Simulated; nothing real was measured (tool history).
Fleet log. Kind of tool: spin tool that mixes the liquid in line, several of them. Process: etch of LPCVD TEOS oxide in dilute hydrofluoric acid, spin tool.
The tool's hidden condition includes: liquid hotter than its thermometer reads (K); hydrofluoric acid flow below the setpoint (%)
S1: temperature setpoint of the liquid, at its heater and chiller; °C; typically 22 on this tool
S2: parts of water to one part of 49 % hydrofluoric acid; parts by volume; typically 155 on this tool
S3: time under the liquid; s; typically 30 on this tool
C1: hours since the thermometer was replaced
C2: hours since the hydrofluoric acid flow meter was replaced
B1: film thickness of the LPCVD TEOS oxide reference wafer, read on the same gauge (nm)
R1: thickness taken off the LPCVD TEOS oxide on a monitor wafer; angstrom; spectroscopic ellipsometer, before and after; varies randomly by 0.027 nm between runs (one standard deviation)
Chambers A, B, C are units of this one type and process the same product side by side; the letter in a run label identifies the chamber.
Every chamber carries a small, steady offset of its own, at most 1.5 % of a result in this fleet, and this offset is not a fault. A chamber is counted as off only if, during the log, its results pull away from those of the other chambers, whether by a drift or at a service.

Run 1C, day 0.258: usual settings; C1 2169.8; C2 877.8; B1 80.002. Result: R1 73.64 angstrom.
Run 2A, day 0.492: usual settings; C1 496.1; C2 456.3; B1 79.995. Result: R1 72.749 angstrom.
Run 3B, day 0.879: usual settings; C1 276.5; C2 231.7; B1 80. Result: R1 73.274 angstrom.
Run 4A, day 1.183: usual settings; C1 512.7; C2 472.9; B1 80.001. Result: R1 72.915 angstrom.
Run 5B, day 1.442: usual settings; C1 290; C2 245.2; B1 80.007. Result: R1 73.488 angstrom.
Run 6C, day 1.721: usual settings but S1 26 °C; C1 2204.9; C2 912.9; B1 79.973. Result: R1 85.363 angstrom.
Run 7B, day 1.958: usual settings but S1 26 °C; C1 302.4; C2 257.6; B1 80.013. Result: R1 85.343 angstrom.
Run 8A, day 2.325: usual settings but S1 26 °C; C1 540.1; C2 500.3; B1 80.002. Result: R1 84.726 angstrom.
Run 9C, day 2.721: usual settings; C1 2228.9; C2 936.9; B1 79.988. Result: R1 73.721 angstrom.
Run 10B, day 3.058: usual settings; C1 328.8; C2 284; B1 79.987. Result: R1 73.567 angstrom.
Run 11A, day 3.529: usual settings; C1 569; C2 529.2; B1 80.009. Result: R1 72.654 angstrom.
Run 12C, day 3.962: usual settings; C1 2258.7; C2 966.7; B1 79.996. Result: R1 73.769 angstrom.
Run 13C, day 4.25: usual settings but S1 18.5 °C, S3 50 s; C1 2265.6; C2 973.6; B1 80.011. Result: R1 106.75 angstrom.
Run 14B, day 4.733: usual settings but S1 18.5 °C, S3 50 s; C1 369; C2 324.2; B1 80.008. Result: R1 106.94 angstrom.
Run 15A, day 5.217: usual settings but S1 18.5 °C, S3 50 s; C1 609.5; C2 569.7; B1 80.001. Result: R1 104.9 angstrom.
Run 16A, day 5.496: usual settings; C1 616.2; C2 576.4; B1 80.012. Result: R1 72.51 angstrom.
Run 17B, day 5.858: usual settings; C1 396; C2 351.2; B1 80.006. Result: R1 73.573 angstrom.
Run 18C, day 6.133: usual settings; C1 2310.8; C2 1018.8; B1 79.976. Result: R1 73.584 angstrom.
Run 19A, day 6.575: usual settings but S2 230 parts by volume, S3 15 s; C1 642.1; C2 602.3; B1 80.014. Result: R1 22.389 angstrom.
Run 20B, day 6.883: usual settings but S2 230 parts by volume, S3 15 s; C1 420.6; C2 375.8; B1 80.013. Result: R1 22.805 angstrom.
Run 21C, day 7.329: usual settings but S2 230 parts by volume, S3 15 s; C1 2339.5; C2 1047.5; B1 79.992. Result: R1 22.957 angstrom.
Run 22A, day 7.55: usual settings; C1 665.5; C2 625.7; B1 80.006. Result: R1 71.73 angstrom.
Run 23B, day 7.967: usual settings; C1 446.6; C2 401.8; B1 80.019. Result: R1 73.097 angstrom.
Run 24C, day 8.204: usual settings; C1 2360.5; C2 1068.5; B1 79.994. Result: R1 73.742 angstrom.
Run 25C, day 8.592: usual settings; C1 2369.8; C2 1077.8; B1 80.006. Result: R1 73.576 angstrom.
Run 26B, day 8.917: usual settings; C1 469.4; C2 424.6; B1 80.004. Result: R1 73.929 angstrom.
At day 8.921: chamber C: hydrofluoric acid flow meter replaced.
Run 27A, day 9.162: usual settings; C1 704.2; C2 664.4; B1 80. Result: R1 71.5 angstrom.
Run 28C, day 9.442: usual settings; C1 2390.2; C2 12.5; B1 80.004. Result: R1 73.505 angstrom.
Run 29B, day 9.712: usual settings; C1 488.5; C2 443.7; B1 80.007. Result: R1 73.39 angstrom.
Run 30A, day 9.988: usual settings; C1 724; C2 684.2; B1 79.991. Result: R1 71.454 angstrom.
Run 31C, day 10.446: usual settings; C1 2414.3; C2 36.6; B1 80.023. Result: R1 73.438 angstrom.
Run 32A, day 10.7: usual settings but S1 18 °C, S3 45 s; C1 741.1; C2 701.3; B1 79.983. Result: R1 90.867 angstrom.
Run 33B, day 11.05: usual settings but S1 18 °C, S3 45 s; C1 520.6; C2 475.8; B1 80.004. Result: R1 94.367 angstrom.
Run 34B, day 11.446: usual settings but S1 18 °C, S3 45 s; C1 530.1; C2 485.3; B1 80.019. Result: R1 94.134 angstrom.
Run 35A, day 11.854: usual settings; C1 768.8; C2 729; B1 80.003. Result: R1 70.98 angstrom.
Run 36C, day 12.25: usual settings; C1 2457.6; C2 79.9; B1 80.011. Result: R1 73.837 angstrom.
Run 37A, day 12.733: usual settings; C1 789.9; C2 750.1; B1 79.988. Result: R1 71.464 angstrom.
Run 38B, day 13.05: usual settings; C1 568.6; C2 523.8; B1 80.006. Result: R1 73.82 angstrom.
Run 39C, day 13.354: usual settings; C1 2484.1; C2 106.4; B1 79.996. Result: R1 73.755 angstrom.

For the next run the whole fleet of 3 chambers uses the same settings. Give each chamber's results:
Run 40A, day 13.708: usual settings but S2 210 parts by volume. Result: R1 ?.
Run 40B, day 13.708: usual settings but S2 210 parts by volume. Result: R1 ?.
Run 40C, day 13.708: usual settings but S2 210 parts by volume. Result: R1 ?.

run      R1
40A  49.404
40B  50.906
40C  50.884
